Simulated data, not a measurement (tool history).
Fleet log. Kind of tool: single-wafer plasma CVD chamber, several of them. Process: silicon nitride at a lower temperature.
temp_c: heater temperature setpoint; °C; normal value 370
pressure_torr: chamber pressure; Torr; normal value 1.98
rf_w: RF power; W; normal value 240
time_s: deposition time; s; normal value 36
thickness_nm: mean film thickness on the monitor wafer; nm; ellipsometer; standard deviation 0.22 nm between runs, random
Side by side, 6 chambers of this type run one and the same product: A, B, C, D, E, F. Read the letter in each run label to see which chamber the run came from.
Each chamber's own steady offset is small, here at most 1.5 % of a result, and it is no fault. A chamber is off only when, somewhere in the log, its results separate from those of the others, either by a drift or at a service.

run,hour,temp_c,pressure_torr,rf_w,time_s,hours since the last thermocouple change,hours since the last RF generator calibration,hours since the last manometer calibration,"read-back reference wafer on the same gauge, thickness_nm",thickness_nm
1D,4.1,370,1.98,240,36,1964.6,417.9,806.6,37.379,37.722
2A,8.1,370,1.98,240,36,1501.1,293.4,641.2,37.403,37.821
3F,11.0,370,1.98,240,36,60.2,471.2,606.3,37.398,38.311
4B,13.8,370,1.98,240,36,1666.1,356.2,1099.3,37.492,38.544
5C,16.2,370,1.98,240,36,254.8,536.2,874.5,37.403,38.407
6E,19.4,370,1.98,240,36,1697.8,829.8,321.1,37.415,38.536
7D,22.6,370,1.98,240,36,1983.1,436.4,825.1,37.344,38.047
8E,26.4,370,2.43,215,36,1704.8,836.8,328.1,37.395,37.409
9B,28.9,370,2.43,215,36,1681.2,371.3,1114.4,37.341,37.115
10A,31.7,370,2.43,215,36,1524.7,317.0,664.8,37.414,36.336
11F,34.9,370,2.43,215,36,84.1,495.1,630.2,37.363,36.927
12C,37.3,370,2.43,215,36,275.9,557.3,895.6,37.408,37.331
13E,41.5,370,2.43,215,36,1719.9,851.9,343.2,37.332,37.179
14F,44.6,370,1.98,240,36,93.8,504.8,639.9,37.416,37.708
15A,46.8,370,1.98,240,36,1539.8,332.1,679.9,37.371,37.632
16B,49.2,370,1.98,240,36,1701.5,391.6,1134.7,37.375,37.838
17C,51.5,370,1.98,240,36,290.1,571.5,909.8,37.434,38.686
18D,54.6,370,1.98,240,36,2015.1,468.4,857.1,37.380,37.595
19C,59.2,370,1.98,240,36,297.8,579.2,917.5,37.379,38.814
20E,62.5,370,1.98,240,36,1740.9,872.9,364.2,37.397,38.327
21D,67.1,370,1.98,240,36,2027.6,480.9,869.6,37.378,37.759
22F,71.7,370,1.98,240,36,120.9,531.9,667.0,37.391,37.305
23B,74.4,370,1.98,240,36,1726.7,416.8,1159.9,37.385,38.241
24A,77.4,370,1.98,240,36,1570.4,362.7,710.5,37.399,38.211
25D,80.0,370,1.98,240,36,2040.5,493.8,882.5,37.417,37.945
26C,83.7,370,1.98,240,36,322.3,603.7,942.0,37.408,38.648
27B,87.3,370,1.98,240,36,1739.6,429.7,1172.8,37.370,38.344
28A,90.3,370,1.98,240,36,1583.3,375.6,723.4,37.367,37.916
29F,94.5,370,1.98,240,36,143.7,554.7,689.8,37.428,37.061
30E,98.0,370,1.98,240,36,1776.4,908.4,399.7,37.426,38.487
31B,102.1,370,1.98,240,36,1754.4,444.5,1187.6,37.428,38.231
32D,106.6,370,1.98,240,36,2067.1,520.4,909.1,37.431,38.122
33C,109.3,370,1.98,240,36,347.9,629.3,967.6,37.397,38.821
34E,112.7,370,1.98,240,36,1791.1,923.1,414.4,37.410,38.332
35A,115.0,370,1.98,240,36,1608.0,400.3,748.1,37.363,38.104
36F,118.0,370,1.98,240,36,167.2,578.2,713.3,37.403,37.175
37F,121.9,370,1.98,240,36,171.1,582.1,717.2,37.412,36.851
38E,125.5,370,1.98,240,36,1803.9,935.9,427.2,37.447,38.141
39B,128.2,370,1.98,240,36,1780.5,470.6,1213.7,37.459,38.256
40A,131.7,370,1.98,240,36,1624.7,417.0,764.8,37.312,37.583
41D,135.5,370,1.75,240,36,2096.0,549.3,938.0,37.376,36.246
42C,138.9,370,1.75,240,36,377.5,658.9,997.2,37.393,37.419

For the next run the whole fleet of 6 chambers uses the same settings. Give each chamber's results:
43A,142.2,370,1.98,240,36,,,,,?
43B,142.2,370,1.98,240,36,,,,,?
43C,142.2,370,1.98,240,36,,,,,?
43D,142.2,370,1.98,240,36,,,,,?
43E,142.2,370,1.98,240,36,,,,,?
43F,142.2,370,1.98,240,36,,,,,?

run,thickness_nm
43A,37.675
43B,38.180
43C,38.772
43D,37.821
43E,38.065
43F,36.447
